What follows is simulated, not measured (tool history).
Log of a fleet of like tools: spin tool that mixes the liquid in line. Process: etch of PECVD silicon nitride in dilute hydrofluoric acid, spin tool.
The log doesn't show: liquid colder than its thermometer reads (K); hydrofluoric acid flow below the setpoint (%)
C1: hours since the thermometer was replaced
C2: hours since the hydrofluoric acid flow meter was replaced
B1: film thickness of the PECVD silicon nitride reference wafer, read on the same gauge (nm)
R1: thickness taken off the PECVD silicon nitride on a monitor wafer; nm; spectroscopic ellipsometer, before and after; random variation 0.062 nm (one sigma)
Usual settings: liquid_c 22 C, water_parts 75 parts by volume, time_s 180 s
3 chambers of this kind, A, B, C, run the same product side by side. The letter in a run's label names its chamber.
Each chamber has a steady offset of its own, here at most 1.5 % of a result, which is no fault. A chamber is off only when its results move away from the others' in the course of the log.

{"run": "1A", "hour": 4.1, "liquid_c": 22, "water_parts": 75, "time_s": 180, "C1": 1599.6, "C2": 1150.7, "B1": 29.997, "R1": 7.6773}
{"run": "2C", "hour": 7.7, "liquid_c": 22, "water_parts": 75, "time_s": 180, "C1": 210.6, "C2": 1161.5, "B1": 29.986, "R1": 7.6549}
{"run": "3B", "hour": 10.3, "liquid_c": 22, "water_parts": 75, "time_s": 180, "C1": 1924.7, "C2": 682.1, "B1": 30.044, "R1": 7.698}
{"run": "4B", "hour": 14.4, "liquid_c": 22, "water_parts": 75, "time_s": 180, "C1": 1928.8, "C2": 686.2, "B1": 29.989, "R1": 7.7575}
{"run": "5C", "hour": 16.6, "liquid_c": 22, "water_parts": 75, "time_s": 180, "C1": 219.5, "C2": 1170.4, "B1": 29.997, "R1": 7.7829}
{"run": "6A", "hour": 20.2, "liquid_c": 22, "water_parts": 75, "time_s": 180, "C1": 1615.7, "C2": 1166.8, "B1": 29.969, "R1": 7.7878}
{"run": "7C", "hour": 22.7, "liquid_c": 22, "water_parts": 75, "time_s": 180, "C1": 225.6, "C2": 1176.5, "B1": 30.002, "R1": 7.7781}
{"run": "8B", "hour": 25.5, "liquid_c": 22, "water_parts": 75, "time_s": 180, "C1": 1939.9, "C2": 697.3, "B1": 29.968, "R1": 7.6584}
{"run": "9A", "hour": 29.5, "liquid_c": 22, "water_parts": 75, "time_s": 180, "C1": 1625.0, "C2": 1176.1, "B1": 29.97, "R1": 7.6966}
{"run": "10A", "hour": 33.5, "liquid_c": 22, "water_parts": 75, "time_s": 180, "C1": 1629.0, "C2": 1180.1, "B1": 29.986, "R1": 7.7225}
{"run": "11B", "hour": 36.1, "liquid_c": 22, "water_parts": 75, "time_s": 180, "C1": 1950.5, "C2": 707.9, "B1": 29.983, "R1": 7.6957}
{"run": "12C", "hour": 39.7, "liquid_c": 22, "water_parts": 75, "time_s": 180, "C1": 242.6, "C2": 1193.5, "B1": 30.006, "R1": 7.8388}
{"run": "13A", "hour": 42.6, "liquid_c": 22, "water_parts": 75, "time_s": 180, "C1": 1638.1, "C2": 1189.2, "B1": 30.022, "R1": 7.6629}
{"run": "14B", "hour": 47.0, "liquid_c": 22, "water_parts": 75, "time_s": 180, "C1": 1961.4, "C2": 718.8, "B1": 30.013, "R1": 7.6699}
{"run": "15C", "hour": 51.5, "liquid_c": 22, "water_parts": 55, "time_s": 180, "C1": 254.4, "C2": 1205.3, "B1": 29.991, "R1": 10.333}
{"run": "16A", "hour": 55.5, "liquid_c": 22, "water_parts": 55, "time_s": 180, "C1": 1651.0, "C2": 1202.1, "B1": 30.026, "R1": 10.256}
{"run": "17C", "hour": 59.6, "liquid_c": 22, "water_parts": 55, "time_s": 180, "C1": 262.5, "C2": 1213.4, "B1": 29.964, "R1": 10.406}
{"run": "18B", "hour": 64.2, "liquid_c": 22, "water_parts": 75, "time_s": 180, "C1": 1978.6, "C2": 736.0, "B1": 29.981, "R1": 7.7217}
{"run": "19A", "hour": 68.6, "liquid_c": 22, "water_parts": 75, "time_s": 180, "C1": 1664.1, "C2": 1215.2, "B1": 29.998, "R1": 7.7507}
{"run": "20B", "hour": 71.3, "liquid_c": 22, "water_parts": 75, "time_s": 180, "C1": 1985.7, "C2": 743.1, "B1": 29.986, "R1": 7.8479}
{"run": "21C", "hour": 75.4, "liquid_c": 22, "water_parts": 75, "time_s": 180, "C1": 278.3, "C2": 1229.2, "B1": 30.001, "R1": 7.8452}
{"run": "22C", "hour": 77.5, "liquid_c": 22, "water_parts": 75, "time_s": 180, "C1": 280.4, "C2": 1231.3, "B1": 29.969, "R1": 7.8565}
{"run": "23A", "hour": 80.9, "liquid_c": 22, "water_parts": 75, "time_s": 180, "C1": 1676.4, "C2": 1227.5, "B1": 30.011, "R1": 7.6876}
{"run": "24B", "hour": 83.6, "liquid_c": 22, "water_parts": 75, "time_s": 85, "C1": 1998.0, "C2": 755.4, "B1": 29.954, "R1": 3.6684}
{"run": "25B", "hour": 85.7, "liquid_c": 22, "water_parts": 75, "time_s": 85, "C1": 2000.1, "C2": 757.5, "B1": 29.997, "R1": 3.6408}
{"run": "26C", "hour": 89.8, "liquid_c": 22, "water_parts": 75, "time_s": 85, "C1": 292.7, "C2": 1243.6, "B1": 30.025, "R1": 3.6344}

Next, every chamber runs the same settings. What will each give?
{"run": "27A", "hour": 93.1, "liquid_c": 18, "water_parts": 75, "time_s": 180, "R1": "?"}
{"run": "27B", "hour": 93.1, "liquid_c": 18, "water_parts": 75, "time_s": 180, "R1": "?"}
{"run": "27C", "hour": 93.1, "liquid_c": 18, "water_parts": 75, "time_s": 180, "R1": "?"}

run=27A R1=5.8666
run=27B R1=5.8637
run=27C R1=5.8898
